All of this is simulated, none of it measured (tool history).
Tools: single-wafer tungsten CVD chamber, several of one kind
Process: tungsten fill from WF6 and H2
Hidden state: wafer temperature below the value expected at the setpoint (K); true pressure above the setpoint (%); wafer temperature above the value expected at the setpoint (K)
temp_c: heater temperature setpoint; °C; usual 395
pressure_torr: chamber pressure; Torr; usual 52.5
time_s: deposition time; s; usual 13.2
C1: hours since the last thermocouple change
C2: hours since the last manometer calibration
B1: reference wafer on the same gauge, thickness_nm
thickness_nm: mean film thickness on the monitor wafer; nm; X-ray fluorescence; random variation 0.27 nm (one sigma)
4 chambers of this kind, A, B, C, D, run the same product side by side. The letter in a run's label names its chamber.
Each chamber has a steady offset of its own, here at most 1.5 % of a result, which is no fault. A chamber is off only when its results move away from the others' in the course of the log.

Run 1B, day 0.279: usual settings; C1 764.0; C2 536.5; B1 44.412. Result: thickness_nm 45.237 nm.
Run 2D, day 0.771: usual settings; C1 1897.1; C2 1509.8; B1 44.423. Result: thickness_nm 45.265 nm.
Run 3A, day 1.225: usual settings; C1 574.8; C2 1002.7; B1 44.422. Result: thickness_nm 45.275 nm.
Run 4C, day 1.738: usual settings; C1 2536.2; C2 283.5; B1 44.397. Result: thickness_nm 44.906 nm.
Run 5D, day 2.062: usual settings; C1 1928.1; C2 1540.8; B1 44.296. Result: thickness_nm 45.077 nm.
Run 6C, day 2.400: usual settings; C1 2552.1; C2 299.4; B1 44.384. Result: thickness_nm 44.837 nm.
Run 7A, day 2.821: usual settings; C1 613.1; C2 1041.0; B1 44.506. Result: thickness_nm 44.905 nm.
Run 8B, day 3.317: usual settings; C1 836.9; C2 609.4; B1 44.366. Result: thickness_nm 44.622 nm.
Run 9C, day 3.646: usual settings but pressure_torr 63.5 Torr; C1 2582.0; C2 329.3; B1 44.445. Result: thickness_nm 48.806 nm.
At day 3.804: chamber C: thermocouple changed; heater temperature recalibrated.
Run 10D, day 4.096: usual settings but pressure_torr 63.5 Torr; C1 1976.9; C2 1589.6; B1 44.436. Result: thickness_nm 49.206 nm.
Run 11A, day 4.550: usual settings but pressure_torr 63.5 Torr; C1 654.6; C2 1082.5; B1 44.405. Result: thickness_nm 49.336 nm.
Run 12B, day 4.967: usual settings but pressure_torr 63.5 Torr; C1 876.5; C2 649.0; B1 44.389. Result: thickness_nm 49.018 nm.
Run 13D, day 5.483: usual settings; C1 2010.2; C2 1622.9; B1 44.386. Result: thickness_nm 44.717 nm.
Run 14B, day 5.888: usual settings but temp_c 385 °C, time_s 15.1 s; C1 898.6; C2 671.1; B1 44.438. Result: thickness_nm 42.363 nm.
Run 15C, day 6.192: usual settings but temp_c 385 °C, time_s 15.1 s; C1 57.4; C2 390.4; B1 44.374. Result: thickness_nm 42.239 nm.
Run 16A, day 6.700: usual settings but temp_c 385 °C, time_s 15.1 s; C1 706.2; C2 1134.1; B1 44.440. Result: thickness_nm 42.043 nm.
Run 17D, day 7.125: usual settings but temp_c 385 °C, time_s 15.1 s; C1 2049.6; C2 1662.3; B1 44.351. Result: thickness_nm 42.664 nm.
Run 18A, day 7.675: usual settings; C1 729.6; C2 1157.5; B1 44.392. Result: thickness_nm 44.178 nm.
Run 19B, day 8.033: usual settings; C1 950.1; C2 722.6; B1 44.455. Result: thickness_nm 44.754 nm.
Run 20C, day 8.567: usual settings; C1 114.4; C2 447.4; B1 44.370. Result: thickness_nm 45.530 nm.
Run 21C, day 9.104: usual settings; C1 127.3; C2 460.3; B1 44.415. Result: thickness_nm 45.012 nm.
Run 22D, day 9.371: usual settings; C1 2103.5; C2 1716.2; B1 44.342. Result: thickness_nm 45.421 nm.
Run 23B, day 9.742: usual settings; C1 991.1; C2 763.6; B1 44.342. Result: thickness_nm 44.750 nm.
Run 24A, day 10.000: usual settings; C1 785.4; C2 1213.3; B1 44.438. Result: thickness_nm 43.704 nm.
Run 25D, day 10.438: usual settings; C1 2129.1; C2 1741.8; B1 44.378. Result: thickness_nm 45.448 nm.
Run 26A, day 10.938: usual settings but pressure_torr 42.5 Torr, time_s 12.0 s; C1 807.9; C2 1235.8; B1 44.347. Result: thickness_nm 35.105 nm.
Run 27C, day 11.321: usual settings but pressure_torr 42.5 Torr, time_s 12.0 s; C1 180.5; C2 513.5; B1 44.456. Result: thickness_nm 37.119 nm.
Run 28B, day 11.858: usual settings but pressure_torr 42.5 Torr, time_s 12.0 s; C1 1041.9; C2 814.4; B1 44.380. Result: thickness_nm 36.719 nm.
Run 29A, day 12.250: usual settings but pressure_torr 42.5 Torr, time_s 12.0 s; C1 839.4; C2 1267.3; B1 44.456. Result: thickness_nm 35.245 nm.
Run 30C, day 12.604: usual settings; C1 211.3; C2 544.3; B1 44.442. Result: thickness_nm 45.105 nm.
At day 12.979: chamber B: thermocouple changed; heater temperature recalibrated.
Run 31B, day 13.075: usual settings; C1 2.4; C2 843.6; B1 44.300. Result: thickness_nm 44.655 nm.

What goes on in this fleet: one chamber off, a drifting gauge, or nothing beyond the chambers' own small offsets? Name the chamber and the cause, if any.

Chamber A drifts away from the others.
Cause: wafer temperature below the value expected at the setpoint (K) = 3.4.

Here are 4 candidates for chamber A's next run, each the usual settings with a change, their results left as question marks. Which one brings its results back in line with what the others give on the usual settings?
In line means no further than this from the other chambers' mean on the usual settings: thickness_nm 0.930 nm
Run 32A-1, day 13.471: usual settings but temp_c 393 °C, time_s 12.9 s. Result: thickness_nm ?.
Run 32A-2, day 13.471: usual settings but pressure_torr 59.8 Torr. Result: thickness_nm ?.
Run 32A-3, day 13.471: usual settings but temp_c 390 °C. Result: thickness_nm ?.
Run 32A-4, day 13.471: usual settings but temp_c 400 °C, pressure_torr 54.1 Torr. Result: thickness_nm ?.

The other chambers' mean on the usual settings: thickness_nm 44.966 nm
  run  thickness_nm
32A-1        39.648
32A-2        44.677
32A-3        38.235
32A-4        46.992
32A-2 brings the chamber back in line.
